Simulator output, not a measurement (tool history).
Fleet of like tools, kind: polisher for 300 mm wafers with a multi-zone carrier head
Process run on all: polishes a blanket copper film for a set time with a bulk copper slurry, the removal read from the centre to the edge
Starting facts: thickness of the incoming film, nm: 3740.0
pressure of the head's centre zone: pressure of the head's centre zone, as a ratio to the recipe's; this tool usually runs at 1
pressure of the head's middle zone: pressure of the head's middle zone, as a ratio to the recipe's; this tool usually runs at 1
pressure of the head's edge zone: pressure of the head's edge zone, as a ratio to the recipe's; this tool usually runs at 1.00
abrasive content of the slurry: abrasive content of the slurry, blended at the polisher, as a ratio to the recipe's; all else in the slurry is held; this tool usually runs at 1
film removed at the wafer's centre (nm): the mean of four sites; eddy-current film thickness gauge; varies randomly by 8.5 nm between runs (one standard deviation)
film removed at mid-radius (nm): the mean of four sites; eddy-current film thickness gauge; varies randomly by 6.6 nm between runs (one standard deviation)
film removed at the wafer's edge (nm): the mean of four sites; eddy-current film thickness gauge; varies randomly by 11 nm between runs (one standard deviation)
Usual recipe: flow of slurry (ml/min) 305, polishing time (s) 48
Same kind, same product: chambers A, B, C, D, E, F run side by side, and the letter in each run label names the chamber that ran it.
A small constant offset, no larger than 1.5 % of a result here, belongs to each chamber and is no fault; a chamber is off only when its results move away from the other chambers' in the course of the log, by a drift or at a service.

run	hour	flow of slurry (ml/min)	pressure of the head's centre zone	pressure of the head's middle zone	pressure of the head's edge zone	abrasive content of the slurry	polishing time (s)	wafers polished on this pad	hours since the slurry nozzle was cleaned	hours since the centre zone pressure was calibrated	hours since the edge zone pressure was calibrated	film removed at the wafer's centre (nm)	film removed at mid-radius (nm)	film removed at the wafer's edge (nm)
1E	4.0	305	1	1	1.00	1	48	540	207.6	179.4	544.8	884.02	888.62	860.85
# hour 4.6: chamber F: centre zone pressure recalibrated
2B	8.2	305	1	1	1.00	1	48	104	711.9	440.7	430.3	897.48	894.50	903.08
3F	12.9	305	1	1	1.00	1	48	357	594.2	8.4	1258.3	871.00	874.05	873.56
4D	17.8	305	1	1	1.00	1	48	194	244.3	486.2	368.5	889.86	892.79	904.75
# hour 19.3: chamber F: slurry nozzle cleaned
5C	21.6	305	1	1	1.00	1	63	483	502.3	255.8	675.7	1153.80	1151.30	1124.40
6A	26.6	305	1	1	1.00	1	63	523	819.1	1608.9	375.3	1157.10	1169.90	1155.00
7E	30.4	305	1	1	1.00	1	63	718	234.0	205.8	571.2	1146.50	1147.80	1139.70
8B	35.3	305	1	1	1.00	1	63	287	739.0	467.8	457.4	1134.60	1162.90	1169.60
# hour 38.2: chamber B: slurry nozzle cleaned
9D	38.9	305	1	1	1.00	1	63	336	265.4	507.3	389.6	1165.30	1177.30	1151.20
# hour 40.6: chamber F: worn pad replaced by a new one
10F	42.7	305	1	1	1.00	1	63	14	23.4	38.2	1288.1	1153.70	1157.20	1209.00
# hour 45.0: chamber A: centre zone pressure recalibrated
11A	47.2	305	1	1	1.00	1	48	662	839.7	2.2	395.9	892.42	888.49	881.61
# hour 49.2: chamber C: worn pad replaced by a new one
12C	50.3	305	1	1	1.00	1	48	7	531.0	284.5	704.4	875.02	886.26	858.77
13D	52.8	305	1	1	1.00	1	48	430	279.3	521.2	403.5	886.81	899.33	896.57
14B	55.0	305	1	1	1.00	1	48	420	16.9	487.5	477.1	868.52	897.03	893.91
15E	58.1	305	1	1	1.00	1	48	905	261.7	233.5	598.9	877.88	888.30	853.41
# hour 58.6: chamber E: slurry nozzle cleaned
16A	60.6	305	1	1	1.00	1	48	753	853.1	15.6	409.3	881.70	877.80	879.96
17F	63.3	305	1	1	1.00	1	48	153	44.0	58.8	1308.7	887.57	882.10	883.43
18C	66.1	305	1	1	1.00	1	48	114	546.8	300.3	720.2	885.87	886.67	885.27
# hour 66.9: chamber A: slurry nozzle cleaned
# hour 70.5: chamber A: worn pad replaced by a new one
19D	70.6	305	1	1	1.00	1	48	550	297.1	539.0	421.3	895.85	888.46	883.06
20B	74.7	305	1	1	1.00	1	48	553	36.6	507.2	496.8	855.73	898.07	895.37
21F	79.7	305	1	1	0.93	1	48	264	60.4	75.2	1325.1	871.04	890.67	881.38
22C	83.1	305	1	1	0.93	1	48	229	563.8	317.3	737.2	891.90	876.38	840.65
23A	85.4	305	1	1	0.93	1	48	100	18.6	40.4	434.1	895.31	887.01	855.26
24E	88.9	305	1	1	0.93	1	48	1112	30.4	264.3	629.7	870.05	885.93	847.16
25B	92.5	305	1	1	0.93	1	48	673	54.4	525.0	514.6	843.80	898.55	864.22
26F	96.4	305	1	1	0.93	1	48	377	77.1	91.9	1341.8	875.25	875.69	866.07
27A	100.2	305	1	1	1.00	1	38	200	33.4	55.2	448.9	691.92	704.10	711.99
28C	103.3	305	1	1	1.00	1	38	365	584.0	337.5	757.4	700.44	696.36	679.99
29D	106.0	305	1	1	1.00	1	38	789	332.5	574.4	456.7	693.63	702.73	706.95
30E	109.6	305	1	1	1.00	1	38	1252	51.1	285.0	650.4	696.70	693.40	693.13
31F	113.3	305	1	1	1.00	1	38	491	94.0	108.8	1358.7	699.75	693.05	704.59
32B	118.0	305	1	1	1.00	1	38	845	79.9	550.5	540.1	659.15	706.27	721.57
# hour 118.3: chamber F: worn pad replaced by a new one
33D	122.2	305	1	1	1.00	1	48	898	348.7	590.6	472.9	914.18	896.50	898.02
34C	125.5	305	1	1	1.00	1	48	515	606.2	359.7	779.6	891.79	881.80	871.20
35E	128.7	305	1	1	1.00	1	48	1381	70.2	304.1	669.5	880.15	875.44	853.97
36A	131.2	305	1	1	1.00	1	48	409	64.4	86.2	479.9	881.39	892.03	904.37
37E	135.0	305	1	1	1.00	1	48	1424	76.5	310.4	675.8	882.67	883.57	863.08
# hour 135.1: chamber D: worn pad replaced by a new one
38B	138.1	305	1	1	1.00	1	48	981	100.0	570.6	560.2	811.82	887.18	907.22
39F	142.1	305	1	1	1.00	1	48	160	122.8	137.6	1387.5	878.10	875.75	881.31
40D	146.9	305	1	1	1.00	1	48	80	373.4	615.3	497.6	883.58	895.98	891.24
41A	151.5	305	1	1	1.00	1	48	546	84.7	106.5	500.2	905.07	893.74	888.59

All chambers now run identical settings, listed one chamber a line with results as question marks. What results will each chamber show?
42A	155.1	270	1	1	1.00	1	48					?	?	?
42B	155.1	270	1	1	1.00	1	48					?	?	?
42C	155.1	270	1	1	1.00	1	48					?	?	?
42D	155.1	270	1	1	1.00	1	48					?	?	?
42E	155.1	270	1	1	1.00	1	48					?	?	?
42F	155.1	270	1	1	1.00	1	48					?	?	?

run	film removed at the wafer's centre (nm)	film removed at mid-radius (nm)	film removed at the wafer's edge (nm)
42A	874.99	878.50	891.39
42B	795.90	877.87	876.23
42C	874.80	865.03	864.57
42D	875.39	876.93	885.43
42E	855.12	869.49	845.79
42F	854.98	864.60	893.05

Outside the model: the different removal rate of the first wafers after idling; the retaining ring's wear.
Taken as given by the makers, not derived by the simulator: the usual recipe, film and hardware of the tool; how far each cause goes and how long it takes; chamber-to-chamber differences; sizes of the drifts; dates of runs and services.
